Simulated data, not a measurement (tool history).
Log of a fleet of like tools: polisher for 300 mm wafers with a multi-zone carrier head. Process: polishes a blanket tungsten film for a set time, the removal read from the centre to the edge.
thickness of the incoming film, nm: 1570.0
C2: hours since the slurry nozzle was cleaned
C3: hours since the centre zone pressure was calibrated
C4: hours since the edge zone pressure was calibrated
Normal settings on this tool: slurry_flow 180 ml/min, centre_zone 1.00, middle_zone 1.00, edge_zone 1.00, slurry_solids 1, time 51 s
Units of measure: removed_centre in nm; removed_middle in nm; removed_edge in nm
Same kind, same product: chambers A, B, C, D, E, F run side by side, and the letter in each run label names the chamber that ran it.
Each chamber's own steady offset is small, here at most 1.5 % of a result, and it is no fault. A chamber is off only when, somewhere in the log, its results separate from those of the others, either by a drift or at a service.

-- hour=2.2 chamber D: worn pad replaced by a new one
run 1B hour=6.4 | slurry_flow=180 centre_zone=1.00 middle_zone=1.00 edge_zone=1.00 slurry_solids=1 time=51 | wafers_polished_on_this_pad=405 C2=67.0 C3=370.4 C4=432.3 | removed_centre=319.22 removed_middle=316.75 removed_edge=314.81
run 2F hour=12.6 | slurry_flow=180 centre_zone=1.00 middle_zone=1.00 edge_zone=1.00 slurry_solids=1 time=51 | wafers_polished_on_this_pad=677 C2=145.0 C3=301.3 C4=318.0 | removed_centre=316.63 removed_middle=316.41 removed_edge=313.16
-- hour=12.8 chamber C: worn pad replaced by a new one
run 3D hour=20.0 | slurry_flow=180 centre_zone=1.00 middle_zone=1.00 edge_zone=1.00 slurry_solids=1 time=51 | wafers_polished_on_this_pad=258 C2=324.1 C3=940.1 C4=592.3 | removed_centre=317.33 removed_middle=321.36 removed_edge=320.31
run 4A hour=29.1 | slurry_flow=180 centre_zone=1.00 middle_zone=1.00 edge_zone=1.00 slurry_solids=1 time=51 | wafers_polished_on_this_pad=646 C2=767.9 C3=578.7 C4=251.6 | removed_centre=322.28 removed_middle=314.39 removed_edge=317.64
-- hour=35.8 chamber E: worn pad replaced by a new one
run 5C hour=37.0 | slurry_flow=180 centre_zone=1.00 middle_zone=1.00 edge_zone=1.00 slurry_solids=1 time=51 | wafers_polished_on_this_pad=351 C2=170.2 C3=181.9 C4=495.6 | removed_centre=316.04 removed_middle=315.54 removed_edge=317.81
-- hour=37.4 chamber F: worn pad replaced by a new one
-- hour=42.6 chamber A: worn pad replaced by a new one
run 6E hour=50.4 | slurry_flow=180 centre_zone=1.00 middle_zone=1.00 edge_zone=1.00 slurry_solids=1 time=51 | wafers_polished_on_this_pad=213 C2=514.4 C3=889.1 C4=52.5 | removed_centre=316.24 removed_middle=323.34 removed_edge=313.58
run 7F hour=56.3 | slurry_flow=180 centre_zone=1.00 middle_zone=1.00 edge_zone=1.00 slurry_solids=1 time=51 | wafers_polished_on_this_pad=275 C2=188.7 C3=345.0 C4=361.7 | removed_centre=310.12 removed_middle=316.79 removed_edge=313.77
run 8B hour=65.0 | slurry_flow=180 centre_zone=1.00 middle_zone=1.00 edge_zone=1.00 slurry_solids=1 time=51 | wafers_polished_on_this_pad=1256 C2=125.6 C3=429.0 C4=490.9 | removed_centre=315.62 removed_middle=317.61 removed_edge=313.71
-- hour=69.6 chamber A: slurry nozzle cleaned
run 9D hour=71.9 | slurry_flow=180 centre_zone=1.00 middle_zone=1.00 edge_zone=1.06 slurry_solids=1 time=58 | wafers_polished_on_this_pad=1011 C2=376.0 C3=992.0 C4=644.2 | removed_centre=359.66 removed_middle=361.01 removed_edge=374.25
-- hour=78.9 chamber D: worn pad replaced by a new one
run 10A hour=82.1 | slurry_flow=180 centre_zone=1.00 middle_zone=1.00 edge_zone=1.06 slurry_solids=1 time=58 | wafers_polished_on_this_pad=574 C2=12.5 C3=631.7 C4=304.6 | removed_centre=355.64 removed_middle=359.02 removed_edge=369.70
-- hour=85.4 chamber B: worn pad replaced by a new one
-- hour=90.0 chamber C: worn pad replaced by a new one
run 11E hour=92.7 | slurry_flow=180 centre_zone=1.00 middle_zone=1.00 edge_zone=1.06 slurry_solids=1 time=58 | wafers_polished_on_this_pad=827 C2=556.7 C3=931.4 C4=94.8 | removed_centre=369.24 removed_middle=363.94 removed_edge=366.36
-- hour=98.2 chamber F: worn pad replaced by a new one
run 12C hour=102.1 | slurry_flow=180 centre_zone=1.00 middle_zone=1.00 edge_zone=1.06 slurry_solids=1 time=58 | wafers_polished_on_this_pad=176 C2=235.3 C3=247.0 C4=560.7 | removed_centre=363.25 removed_middle=358.34 removed_edge=375.20
-- hour=102.9 chamber A: worn pad replaced by a new one
-- hour=104.8 chamber E: worn pad replaced by a new one
run 13A hour=111.0 | slurry_flow=180 centre_zone=1.00 middle_zone=1.00 edge_zone=1.06 slurry_solids=1 time=58 | wafers_polished_on_this_pad=118 C2=41.4 C3=660.6 C4=333.5 | removed_centre=356.86 removed_middle=360.10 removed_edge=373.93
run 14C hour=117.5 | slurry_flow=180 centre_zone=1.00 middle_zone=1.00 edge_zone=1.06 slurry_solids=1 time=58 | wafers_polished_on_this_pad=400 C2=250.7 C3=262.4 C4=576.1 | removed_centre=360.06 removed_middle=363.30 removed_edge=371.96
run 15E hour=126.4 | slurry_flow=180 centre_zone=1.00 middle_zone=1.00 edge_zone=1.00 slurry_solids=1 time=51 | wafers_polished_on_this_pad=313 C2=590.4 C3=965.1 C4=128.5 | removed_centre=325.01 removed_middle=317.25 removed_edge=317.19
-- hour=126.5 chamber C: edge zone pressure recalibrated
run 16D hour=133.7 | slurry_flow=180 centre_zone=1.00 middle_zone=1.00 edge_zone=1.00 slurry_solids=1 time=51 | wafers_polished_on_this_pad=796 C2=437.8 C3=1053.8 C4=706.0 | removed_centre=321.63 removed_middle=312.21 removed_edge=319.89
run 17F hour=146.7 | slurry_flow=180 centre_zone=1.00 middle_zone=1.00 edge_zone=1.00 slurry_solids=1 time=51 | wafers_polished_on_this_pad=704 C2=279.1 C3=435.4 C4=452.1 | removed_centre=318.06 removed_middle=312.51 removed_edge=315.04
-- hour=147.5 chamber D: worn pad replaced by a new one
-- hour=147.7 chamber C: worn pad replaced by a new one
-- hour=152.4 chamber D: edge zone pressure recalibrated
-- hour=153.8 chamber D: centre zone pressure recalibrated
run 18B hour=154.0 | slurry_flow=180 centre_zone=1.00 middle_zone=1.00 edge_zone=1.00 slurry_solids=1 time=51 | wafers_polished_on_this_pad=996 C2=214.6 C3=518.0 C4=579.9 | removed_centre=316.63 removed_middle=317.68 removed_edge=314.27
run 19A hour=160.9 | slurry_flow=180 centre_zone=1.00 middle_zone=1.00 edge_zone=1.00 slurry_solids=1 time=51 | wafers_polished_on_this_pad=842 C2=91.3 C3=710.5 C4=383.4 | removed_centre=311.21 removed_middle=318.64 removed_edge=315.17
run 20B hour=169.1 | slurry_flow=180 centre_zone=1.00 middle_zone=1.00 edge_zone=1.00 slurry_solids=1 time=51 | wafers_polished_on_this_pad=1215 C2=229.7 C3=533.1 C4=595.0 | removed_centre=315.29 removed_middle=315.10 removed_edge=313.46
-- hour=173.3 chamber F: worn pad replaced by a new one
-- hour=175.0 chamber A: worn pad replaced by a new one
-- hour=175.6 chamber E: worn pad replaced by a new one
run 21C hour=178.9 | slurry_flow=180 centre_zone=1.00 middle_zone=1.00 edge_zone=1.00 slurry_solids=1 time=51 | wafers_polished_on_this_pad=454 C2=312.1 C3=323.8 C4=52.5 | removed_centre=316.12 removed_middle=314.13 removed_edge=319.51
run 22D hour=186.6 | slurry_flow=180 centre_zone=1.00 middle_zone=1.00 edge_zone=1.00 slurry_solids=1 time=51 | wafers_polished_on_this_pad=568 C2=490.7 C3=32.8 C4=34.3 | removed_centre=311.14 removed_middle=320.37 removed_edge=320.71
-- hour=189.5 chamber B: worn pad replaced by a new one
run 23E hour=193.3 | slurry_flow=180 centre_zone=1.00 middle_zone=1.00 edge_zone=1.00 slurry_solids=1 time=51 | wafers_polished_on_this_pad=258 C2=657.3 C3=1032.0 C4=195.4 | removed_centre=318.18 removed_middle=310.87 removed_edge=306.46
run 24F hour=202.1 | slurry_flow=180 centre_zone=1.00 middle_zone=1.00 edge_zone=1.00 slurry_solids=1 time=51 | wafers_polished_on_this_pad=418 C2=334.5 C3=490.8 C4=507.5 | removed_centre=316.19 removed_middle=317.63 removed_edge=315.61
-- hour=205.2 chamber D: worn pad replaced by a new one
-- hour=205.8 chamber C: worn pad replaced by a new one
run 25E hour=210.1 | slurry_flow=180 centre_zone=1.00 middle_zone=1.00 edge_zone=1.00 slurry_solids=1 time=51 | wafers_polished_on_this_pad=501 C2=674.1 C3=1048.8 C4=212.2 | removed_centre=306.63 removed_middle=307.52 removed_edge=308.88
run 26A hour=218.6 | slurry_flow=180 centre_zone=1.00 middle_zone=1.00 edge_zone=1.00 slurry_solids=1 time=51 | wafers_polished_on_this_pad=633 C2=149.0 C3=768.2 C4=441.1 | removed_centre=318.04 removed_middle=320.02 removed_edge=320.42
run 27D hour=226.9 | slurry_flow=180 centre_zone=1.00 middle_zone=1.00 edge_zone=1.00 slurry_solids=1 time=51 | wafers_polished_on_this_pad=315 C2=531.0 C3=73.1 C4=74.6 | removed_centre=316.07 removed_middle=315.54 removed_edge=318.67
-- hour=234.9 chamber F: worn pad replaced by a new one
run 28B hour=238.8 | slurry_flow=180 centre_zone=1.00 middle_zone=1.00 edge_zone=1.00 slurry_solids=1 time=51 | wafers_polished_on_this_pad=716 C2=299.4 C3=602.8 C4=664.7 | removed_centre=318.00 removed_middle=319.08 removed_edge=313.91
-- hour=244.9 chamber E: worn pad replaced by a new one
run 29C hour=246.9 | slurry_flow=180 centre_zone=1.00 middle_zone=1.00 edge_zone=1.00 slurry_solids=1 time=51 | wafers_polished_on_this_pad=597 C2=380.1 C3=391.8 C4=120.5 | removed_centre=313.26 removed_middle=318.44 removed_edge=318.77
-- hour=247.6 chamber A: worn pad replaced by a new one
run 30F hour=259.1 | slurry_flow=180 centre_zone=1.00 middle_zone=0.93 edge_zone=1.00 slurry_solids=1 time=51 | wafers_polished_on_this_pad=351 C2=391.5 C3=547.8 C4=564.5 | removed_centre=321.75 removed_middle=292.77 removed_edge=311.28
-- hour=268.5 chamber C: worn pad replaced by a new one
run 31F hour=270.6 | slurry_flow=180 centre_zone=1.00 middle_zone=0.93 edge_zone=1.00 slurry_solids=1 time=51 | wafers_polished_on_this_pad=518 C2=403.0 C3=559.3 C4=576.0 | removed_centre=314.39 removed_middle=296.42 removed_edge=312.09
run 32A hour=278.4 | slurry_flow=180 centre_zone=1.00 middle_zone=0.93 edge_zone=1.00 slurry_solids=1 time=51 | wafers_polished_on_this_pad=447 C2=208.8 C3=828.0 C4=500.9 | removed_centre=316.44 removed_middle=296.26 removed_edge=320.27
-- hour=278.9 chamber D: worn pad replaced by a new one
run 33E hour=284.6 | slurry_flow=180 centre_zone=1.00 middle_zone=0.93 edge_zone=1.00 slurry_solids=1 time=51 | wafers_polished_on_this_pad=577 C2=748.6 C3=1123.3 C4=286.7 | removed_centre=302.79 removed_middle=282.90 removed_edge=303.50
run 34C hour=298.1 | slurry_flow=180 centre_zone=1.00 middle_zone=0.93 edge_zone=1.00 slurry_solids=1 time=51 | wafers_polished_on_this_pad=429 C2=431.3 C3=443.0 C4=171.7 | removed_centre=318.48 removed_middle=293.53 removed_edge=319.13
-- hour=299.0 chamber B: worn pad replaced by a new one
run 35B hour=305.0 | slurry_flow=180 centre_zone=1.00 middle_zone=0.93 edge_zone=1.00 slurry_solids=1 time=51 | wafers_polished_on_this_pad=87 C2=365.6 C3=669.0 C4=730.9 | removed_centre=311.63 removed_middle=293.14 removed_edge=320.40
-- hour=311.4 chamber F: worn pad replaced by a new one
run 36D hour=311.6 | slurry_flow=180 centre_zone=1.00 middle_zone=1.00 edge_zone=1.00 slurry_solids=1 time=51 | wafers_polished_on_this_pad=475 C2=615.7 C3=157.8 C4=159.3 | removed_centre=313.32 removed_middle=312.68 removed_edge=318.03
run 37C hour=318.7 | slurry_flow=180 centre_zone=1.04 middle_zone=1.00 edge_zone=1.00 slurry_solids=1 time=51 | wafers_polished_on_this_pad=728 C2=451.9 C3=463.6 C4=192.3 | removed_centre=334.27 removed_middle=312.25 removed_edge=314.96
-- hour=324.2 chamber A: worn pad replaced by a new one
run 38A hour=324.6 | slurry_flow=180 centre_zone=1.04 middle_zone=1.00 edge_zone=1.00 slurry_solids=1 time=51 | wafers_polished_on_this_pad=6 C2=255.0 C3=874.2 C4=547.1 | removed_centre=340.30 removed_middle=319.14 removed_edge=318.55
run 39F hour=336.4 | slurry_flow=180 centre_zone=1.04 middle_zone=1.00 edge_zone=1.00 slurry_solids=1 time=51 | wafers_polished_on_this_pad=363 C2=468.8 C3=625.1 C4=641.8 | removed_centre=329.42 removed_middle=317.01 removed_edge=312.97

Does one chamber stand apart from the rest, does the shared gauge drift, or is all well apart from small per-chamber offsets? Give the chamber and the most likely cause, where there is one.

Chamber E drifts away from the others.
Most likely cause: slurry flow missing at the pad, % = 36.5.

Chamber E could run next with any of the 4 candidate recipes listed below; each alters the usual settings, and their results appear as question marks. Which one brings its results back in line with what the other chambers deliver on the usual settings?
Maximum distance from the other chambers' mean on the usual settings for a result to count as in line: removed_centre 15.00 nm; removed_middle 8.00 nm; removed_edge 8.10 nm
run 40E-1 hour=346.1 | slurry_flow=185 centre_zone=1.01 middle_zone=1.00 edge_zone=1.00 slurry_solids=1 time=55 | removed_centre=? removed_middle=? removed_edge=?
run 40E-2 hour=346.1 | slurry_flow=180 centre_zone=1.00 middle_zone=1.00 edge_zone=1.00 slurry_solids=1 time=49 | removed_centre=? removed_middle=? removed_edge=?
run 40E-3 hour=346.1 | slurry_flow=175 centre_zone=0.99 middle_zone=1.00 edge_zone=1.00 slurry_solids=1 time=47 | removed_centre=? removed_middle=? removed_edge=?
run 40E-4 hour=346.1 | slurry_flow=180 centre_zone=1.00 middle_zone=1.00 edge_zone=1.00 slurry_solids=1 time=53 | removed_centre=? removed_middle=? removed_edge=?

Mean of the other chambers on the usual settings: removed_centre 315.68 nm; removed_middle 316.12 nm; removed_edge 316.88 nm
run=40E-1 removed_centre=315.03 removed_middle=315.98 removed_edge=316.28
run=40E-2 removed_centre=275.62 removed_middle=279.71 removed_edge=280.51
run=40E-3 removed_centre=259.48 removed_middle=266.47 removed_edge=267.79
run=40E-4 removed_centre=298.12 removed_middle=302.54 removed_edge=303.41
Change 40E-1 lands the chamber within the allowed miss of the other chambers.

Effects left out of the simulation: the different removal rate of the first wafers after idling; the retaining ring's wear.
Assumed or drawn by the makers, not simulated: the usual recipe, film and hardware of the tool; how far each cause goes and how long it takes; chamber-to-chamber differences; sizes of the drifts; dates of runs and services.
